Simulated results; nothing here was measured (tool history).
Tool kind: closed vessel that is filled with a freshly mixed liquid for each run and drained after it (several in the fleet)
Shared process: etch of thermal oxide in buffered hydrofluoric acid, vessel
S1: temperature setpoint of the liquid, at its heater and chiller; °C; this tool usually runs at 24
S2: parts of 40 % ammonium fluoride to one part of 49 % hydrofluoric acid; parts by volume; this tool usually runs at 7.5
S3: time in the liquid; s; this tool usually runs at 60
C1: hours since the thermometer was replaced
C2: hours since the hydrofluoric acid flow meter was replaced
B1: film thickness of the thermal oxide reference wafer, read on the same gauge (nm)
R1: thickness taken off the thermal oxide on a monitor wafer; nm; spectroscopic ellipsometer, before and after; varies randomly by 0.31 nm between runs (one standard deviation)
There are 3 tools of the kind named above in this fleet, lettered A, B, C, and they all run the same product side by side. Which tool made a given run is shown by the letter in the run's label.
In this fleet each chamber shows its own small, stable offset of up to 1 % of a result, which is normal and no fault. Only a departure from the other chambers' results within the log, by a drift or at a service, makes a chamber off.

| run | hour | S1 | S2 | S3 | C1 | C2 | B1 | R1 |
|---|---|---|---|---|---|---|---|---|
| 1A | 9.5 | 24 | 7.5 | 60 | 481.3 | 226.9 | 110.05 | 91.482 |
| 2C | 15.4 | 24 | 7.5 | 60 | 589 | 464.4 | 109.98 | 92.14 |
| 3B | 25.3 | 24 | 7.5 | 60 | 495.4 | 606.7 | 110.03 | 90.583 |
| 4C | 31.8 | 24 | 7.5 | 60 | 605.4 | 480.8 | 109.98 | 92.22 |
| 5A | 42 | 24 | 7.5 | 60 | 513.8 | 259.4 | 110.02 | 91.143 |
| 6B | 51.9 | 24 | 7.5 | 60 | 522 | 633.3 | 109.96 | 90.172 |
| 7C | 57.9 | 24 | 7.5 | 60 | 631.5 | 506.9 | 110.03 | 91.755 |
| 8B | 66.9 | 24 | 7.5 | 60 | 537 | 648.3 | 110.01 | 90.957 |
| 9A | 71.7 | 24 | 7.5 | 60 | 543.5 | 289.1 | 109.96 | 92.033 |
| 10A | 79.7 | 24 | 7.5 | 60 | 551.5 | 297.1 | 110.01 | 90.87 |
| 11B | 87.3 | 24 | 7.5 | 60 | 557.4 | 668.7 | 110.02 | 90.739 |
| 12C | 95.5 | 24 | 7.5 | 60 | 669.1 | 544.5 | 110.01 | 91.511 |
| 13A | 102.4 | 24 | 7.5 | 60 | 574.2 | 319.8 | 110.01 | 91.83 |
| 14B | 110.3 | 24 | 7.5 | 60 | 580.4 | 691.7 | 110.01 | 90.911 |
| 15C | 117.8 | 24 | 7.5 | 60 | 691.4 | 566.8 | 109.97 | 91.472 |
| 16B | 124.2 | 24 | 7.5 | 60 | 594.3 | 705.6 | 109.98 | 90.631 |
| 17C | 133.2 | 24 | 7.5 | 60 | 706.8 | 582.2 | 110.02 | 90.769 |
| 18A | 140.9 | 24 | 7.5 | 60 | 612.7 | 358.3 | 109.97 | 91.031 |
| 19C | 146.4 | 24 | 7.5 | 60 | 720 | 595.4 | 109.99 | 90.224 |
| 20A | 152 | 24 | 7.5 | 60 | 623.8 | 369.4 | 110.01 | 91.182 |
|  | 153.5 | chamber A: thermometer replaced |
| 21B | 160.4 | 24 | 7.5 | 60 | 630.5 | 741.8 | 109.99 | 90.477 |
| 22B | 169.6 | 24 | 7.5 | 60 | 639.7 | 751 | 110.02 | 90.86 |
| 23A | 175.8 | 24 | 5.5 | 60 | 22.3 | 393.2 | 110.02 | 120.98 |
| 24C | 180.5 | 24 | 5.5 | 60 | 754.1 | 629.5 | 110 | 119.87 |
| 25A | 188 | 24 | 5.5 | 60 | 34.5 | 405.4 | 110 | 122.01 |
| 26C | 195.2 | 24 | 7.5 | 60 | 768.8 | 644.2 | 110 | 89.857 |
| 27B | 200.3 | 24 | 7.5 | 60 | 670.4 | 781.7 | 110.02 | 91.075 |
|  | 205.3 | chamber B: hydrofluoric acid flow meter replaced |
| 28A | 206.1 | 24 | 6.5 | 60 | 52.6 | 423.5 | 110.02 | 104.99 |
| 29B | 213 | 24 | 6.5 | 60 | 683.1 | 7.7 | 110.02 | 104.49 |
| 30C | 223 | 24 | 6.5 | 60 | 796.6 | 672 | 110.02 | 102.4 |
| 31A | 231.8 | 21 | 6 | 60 | 78.3 | 449.2 | 110.04 | 95.238 |
| 32B | 240.4 | 21 | 6 | 60 | 710.5 | 35.1 | 110.03 | 94.441 |

The same settings go to every chamber for the next run, one line per chamber below. Forecast the results for each:
| 33A | 247.8 | 24 | 6 | 60 |  |  |  | ? |
| 33B | 247.8 | 24 | 6 | 60 |  |  |  | ? |
| 33C | 247.8 | 24 | 6 | 60 |  |  |  | ? |

| run | R1 |
|---|---|
| 33A | 112.73 |
| 33B | 111.64 |
| 33C | 109.09 |
